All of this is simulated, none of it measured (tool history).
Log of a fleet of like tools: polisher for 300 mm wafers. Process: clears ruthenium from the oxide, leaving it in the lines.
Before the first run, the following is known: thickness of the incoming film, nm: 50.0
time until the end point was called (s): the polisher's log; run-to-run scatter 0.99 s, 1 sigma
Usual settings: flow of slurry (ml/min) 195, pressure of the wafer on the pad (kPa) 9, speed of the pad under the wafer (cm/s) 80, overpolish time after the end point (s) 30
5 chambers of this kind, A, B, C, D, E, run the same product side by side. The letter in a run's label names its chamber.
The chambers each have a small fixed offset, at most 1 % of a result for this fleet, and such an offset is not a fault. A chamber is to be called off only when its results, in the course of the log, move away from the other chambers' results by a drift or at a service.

run,hour,flow of slurry (ml/min),pressure of the wafer on the pad (kPa),speed of the pad under the wafer (cm/s),overpolish time after the end point (s),time until the end point was called (s)
# hour 8.8: chamber D: slurry nozzle cleaned
1A,14,195,9,80,30,94.523
# hour 15.5: chamber C: head pressure recalibrated
2B,27.6,195,9,80,30,93.257
3D,36.7,195,9,80,30,92.367
# hour 47.2: chamber C: worn pad replaced by a new one
4E,50.3,195,9,80,30,93.483
# hour 61: chamber A: worn pad replaced by a new one
5C,63,195,9,80,30,95.729
6D,76.8,195,9,80,30,92.382
# hour 89.2: chamber B: worn pad replaced by a new one
7C,92,195,9,80,30,94.814
8E,102.3,195,9,80,30,97.285
9A,116.7,195,9,80,30,95.156
# hour 120.1: chamber B: slurry nozzle cleaned
# hour 125.1: chamber D: worn pad replaced by a new one
10B,128.8,195,9,80,30,93.682
11D,143.5,195,9,80,30,93.538
12B,153.6,195,9,80,30,93.945
13A,162.7,195,9,80,30,95.879
14C,171.5,195,9,80,30,95.692
# hour 173.9: chamber A: worn pad replaced by a new one
15E,183.1,195,9,80,30,97.252
# hour 184.6: chamber B: head pressure recalibrated
# hour 188.1: chamber C: worn pad replaced by a new one
16E,195.2,195,9,80,30,98.87
17C,202.9,225,9,100,30,74.052
18D,215.9,225,9,100,30,73.595
19B,230.4,225,9,100,30,74.242
# hour 232.5: chamber E: slurry nozzle cleaned
# hour 241.6: chamber A: slurry nozzle cleaned
20A,245.4,225,9,100,30,74.628
# hour 248.7: chamber B: worn pad replaced by a new one
21B,260.7,225,9,100,30,74.07
22A,275.4,195,9,80,30,94.686
# hour 276.6: chamber A: worn pad replaced by a new one
23E,286.2,195,9,80,30,101.51
24D,295.9,195,9,80,30,92.791
25C,303.7,195,9,80,30,95.084
# hour 305.7: chamber D: worn pad replaced by a new one
# hour 311.4: chamber C: slurry nozzle cleaned
26C,316.5,195,9,80,30,96.136
# hour 323.5: chamber B: slurry nozzle cleaned
27B,324.2,195,9,80,30,94.8
28A,334.5,195,9,80,30,94.142
29E,348.1,195,9,80,30,104.2
30D,356.3,195,9,80,30,93.646

The same settings go to every chamber for the next run, one line per chamber below. Forecast the results for each:
31A,367.7,235,9,80,30,?
31B,367.7,235,9,80,30,?
31C,367.7,235,9,80,30,?
31D,367.7,235,9,80,30,?
31E,367.7,235,9,80,30,?

run,time until the end point was called (s)
31A,93.02
31B,91.952
31C,94.44
31D,92.221
31E,99.985
